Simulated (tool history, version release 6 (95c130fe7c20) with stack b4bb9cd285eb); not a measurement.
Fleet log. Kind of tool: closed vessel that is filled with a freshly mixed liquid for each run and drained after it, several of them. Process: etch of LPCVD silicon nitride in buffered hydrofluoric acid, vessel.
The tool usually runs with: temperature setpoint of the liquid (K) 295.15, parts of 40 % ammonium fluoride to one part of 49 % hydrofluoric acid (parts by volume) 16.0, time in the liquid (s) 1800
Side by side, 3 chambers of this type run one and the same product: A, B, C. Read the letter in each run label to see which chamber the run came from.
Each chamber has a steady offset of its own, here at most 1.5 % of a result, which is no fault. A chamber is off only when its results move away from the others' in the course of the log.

run,hour,temperature setpoint of the liquid (K),parts of 40 % ammonium fluoride to one part of 49 % hydrofluoric acid (parts by volume),time in the liquid (s),hours since the thermometer was replaced,hours since the hydrofluoric acid flow meter was replaced,"read-back film thickness of the LPCVD silicon nitride reference wafer, read on the same gauge (nm)",thickness taken off the LPCVD silicon nitride on a monitor wafer (Å)
1B,8.5,295.15,16.0,1800,641.0,425.8,110.02,150.000
2A,20.3,295.15,16.0,1800,327.0,676.6,110.01,148.090
3C,30.2,295.15,16.0,1800,806.7,362.9,109.99,146.870
4A,44.5,295.15,16.0,1800,351.2,700.8,109.99,146.820
5B,54.4,295.15,16.0,1800,686.9,471.7,110.03,148.320
6C,69.4,295.15,16.0,1800,845.9,402.1,109.99,147.190
7B,84.4,298.65,18.5,1800,716.9,501.7,110.00,156.410
8A,92.3,298.65,18.5,1800,399.0,748.6,109.99,155.780
9C,106.5,298.65,18.5,1800,883.0,439.2,110.02,152.940
10B,121.2,291.65,16.0,1800,753.7,538.5,110.00,121.630
11A,130.5,291.65,16.0,1800,437.2,786.8,110.00,120.370
12C,142.3,291.65,16.0,1800,918.8,475.0,110.01,120.760
13C,150.5,295.15,16.0,1800,927.0,483.2,110.00,146.910
14A,158.6,295.15,16.0,1800,465.3,814.9,110.00,147.980
15B,173.7,295.15,16.0,1800,806.2,591.0,109.99,149.220
16C,185.0,295.15,16.0,1800,961.5,517.7,110.00,147.280
17B,192.8,295.15,16.0,1800,825.3,610.1,109.99,148.210
18A,201.1,295.15,16.0,1800,507.8,857.4,109.99,149.230
19A,209.0,295.15,16.0,1800,515.7,865.3,110.03,149.840
20B,217.7,295.15,16.0,1800,850.2,635.0,110.01,146.990
21C,227.0,295.15,16.0,1050,1003.5,559.7,109.99,86.447
22B,242.3,295.15,16.0,1050,874.8,659.6,110.01,87.696
23A,255.0,295.15,16.0,1050,561.7,911.3,110.01,88.759
24C,262.6,295.15,16.0,1800,1039.1,595.3,109.98,148.350
25C,272.9,295.15,16.0,1390,1049.4,605.6,110.01,114.020
26A,279.9,295.15,16.0,1390,586.6,936.2,110.01,118.790
27B,293.3,295.15,16.0,1390,925.8,710.6,110.03,114.050
28A,305.4,295.15,16.0,1800,612.1,961.7,109.99,154.450

All chambers now run identical settings, listed one chamber a line with results as question marks. What results will each chamber show?
29A,316.4,295.15,16.0,760,,,,?
29B,316.4,295.15,16.0,760,,,,?
29C,316.4,295.15,16.0,760,,,,?

run,thickness taken off the LPCVD silicon nitride on a monitor wafer (Å)
29A,64.969
29B,62.510
29C,62.164
